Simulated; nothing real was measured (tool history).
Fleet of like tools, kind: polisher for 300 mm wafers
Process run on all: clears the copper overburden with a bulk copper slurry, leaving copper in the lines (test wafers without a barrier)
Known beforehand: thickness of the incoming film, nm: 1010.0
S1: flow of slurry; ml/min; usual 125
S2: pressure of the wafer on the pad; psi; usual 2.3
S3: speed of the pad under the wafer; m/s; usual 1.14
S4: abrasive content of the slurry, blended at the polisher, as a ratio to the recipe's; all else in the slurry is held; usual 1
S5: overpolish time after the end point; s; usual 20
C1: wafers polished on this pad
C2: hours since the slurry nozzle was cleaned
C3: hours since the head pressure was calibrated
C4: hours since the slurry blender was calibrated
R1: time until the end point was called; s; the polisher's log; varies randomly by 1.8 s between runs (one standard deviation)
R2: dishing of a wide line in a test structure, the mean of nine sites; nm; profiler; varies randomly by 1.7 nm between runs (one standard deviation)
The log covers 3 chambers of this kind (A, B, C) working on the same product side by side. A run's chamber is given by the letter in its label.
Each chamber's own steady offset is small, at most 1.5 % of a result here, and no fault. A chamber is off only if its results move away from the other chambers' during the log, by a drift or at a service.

run,day,S1,S2,S3,S4,S5,C1,C2,C3,C4,R1,R2
1A,0.217,125,2.3,1.14,1,20,315,129.3,70.8,278.3,97.928,69.305
# day 0.308: chamber B: worn pad replaced by a new one
2C,0.475,125,2.3,1.14,1,20,534,697.2,483.3,158.9,97.674,68.866
3B,0.646,125,2.3,1.14,1,20,50,60.2,190.8,191.5,94.128,68.117
4C,0.971,125,2.3,1.14,1,20,608,709.1,495.2,170.8,94.624,71.925
5A,1.179,125,2.3,1.14,1,20,458,152.4,93.9,301.4,96.318,72.686
6B,1.442,125,2.3,1.14,1,20,167,79.3,209.9,210.6,97.57,70.095
7C,1.792,125,2.3,1.14,1,20,729,728.8,514.9,190.5,100.85,72.566
8B,1.962,125,2.3,1.14,1,20,245,91.8,222.4,223.1,98.434,70.203
# day 2.012: chamber C: worn pad replaced by a new one
9A,2.262,125,2.3,1.14,1,20,618,178.4,119.9,327.4,95.804,69.716
10C,2.446,125,2.3,1.14,1,20,64,744.5,530.6,206.2,101.74,72.335
# day 2.529: chamber A: slurry blender recalibrated
11B,2.658,125,2.3,1.14,1,20,348,108.5,239.1,239.8,93.221,71.344
12A,2.892,125,2.3,1.14,1,20,711,193.5,135,8.7,99.772,73.164
# day 3.092: chamber C: slurry nozzle cleaned
13C,3.171,125,2.3,1.14,1,20,171,2,548,223.6,97.819,68.877
14A,3.412,125,2.3,1.14,1,20,788,206,147.5,21.2,96.703,70.34
15B,3.762,125,2.3,1.14,1,20,511,135,265.6,266.3,95.895,72.661
16B,3.979,125,2.3,1.14,1,20,543,140.2,270.8,271.5,97.734,69.462
17A,4.15,125,2.3,1.14,1,20,898,223.7,165.2,38.9,97.001,72.242
# day 4.362: chamber B: worn pad replaced by a new one
18C,4.388,125,2.3,1.14,1,20,352,31.2,577.2,252.8,98.081,72.249
19A,4.688,125,2.3,1.14,1,20,977,236.6,178.1,51.8,101.26,71.384
20B,5.046,125,2.3,1.14,1,20,101,165.8,296.4,297.1,98.21,72.274
# day 5.221: chamber A: worn pad replaced by a new one
21C,5.371,125,2.3,1.14,1,20,497,54.8,600.8,276.4,100.83,71.478
22A,5.704,125,2.3,1.14,1,20,71,261,202.5,76.2,98.072,68.537
23B,6.042,145,3.1,1.14,1,20,249,189.7,320.3,321,69.616,82.228
24C,6.321,145,3.1,1.14,1,20,638,77.6,623.6,299.2,71.493,84.124
25C,6.492,145,3.1,1.14,1,20,663,81.7,627.7,303.3,72.021,85.852
26A,6.704,125,2.3,1.28,1,13,219,285,226.5,100.2,87.463,62.966
# day 6.892: chamber A: slurry nozzle cleaned
27B,7.004,125,2.3,1.28,1,13,391,212.8,343.4,344.1,88.079,63.033
28C,7.304,125,2.3,1.28,1,13,784,101.2,647.2,322.8,88.241,63.039
# day 7.567: chamber B: slurry nozzle cleaned
29A,7.675,125,2.3,1.14,1,20,363,18.9,249.8,123.5,99.26,72.786
30B,7.992,125,2.3,1.14,1,20,538,10.2,367.1,367.8,99.789,71.833

For the next run the whole fleet of 3 chambers uses the same settings. Give each chamber's results:
31A,8.258,125,2.3,1.14,1.15,20,,,,,?,?
31B,8.258,125,2.3,1.14,1.15,20,,,,,?,?
31C,8.258,125,2.3,1.14,1.15,20,,,,,?,?

run,R1,R2
31A,94.868,70.585
31B,94.656,72.91
31C,95.168,70.188
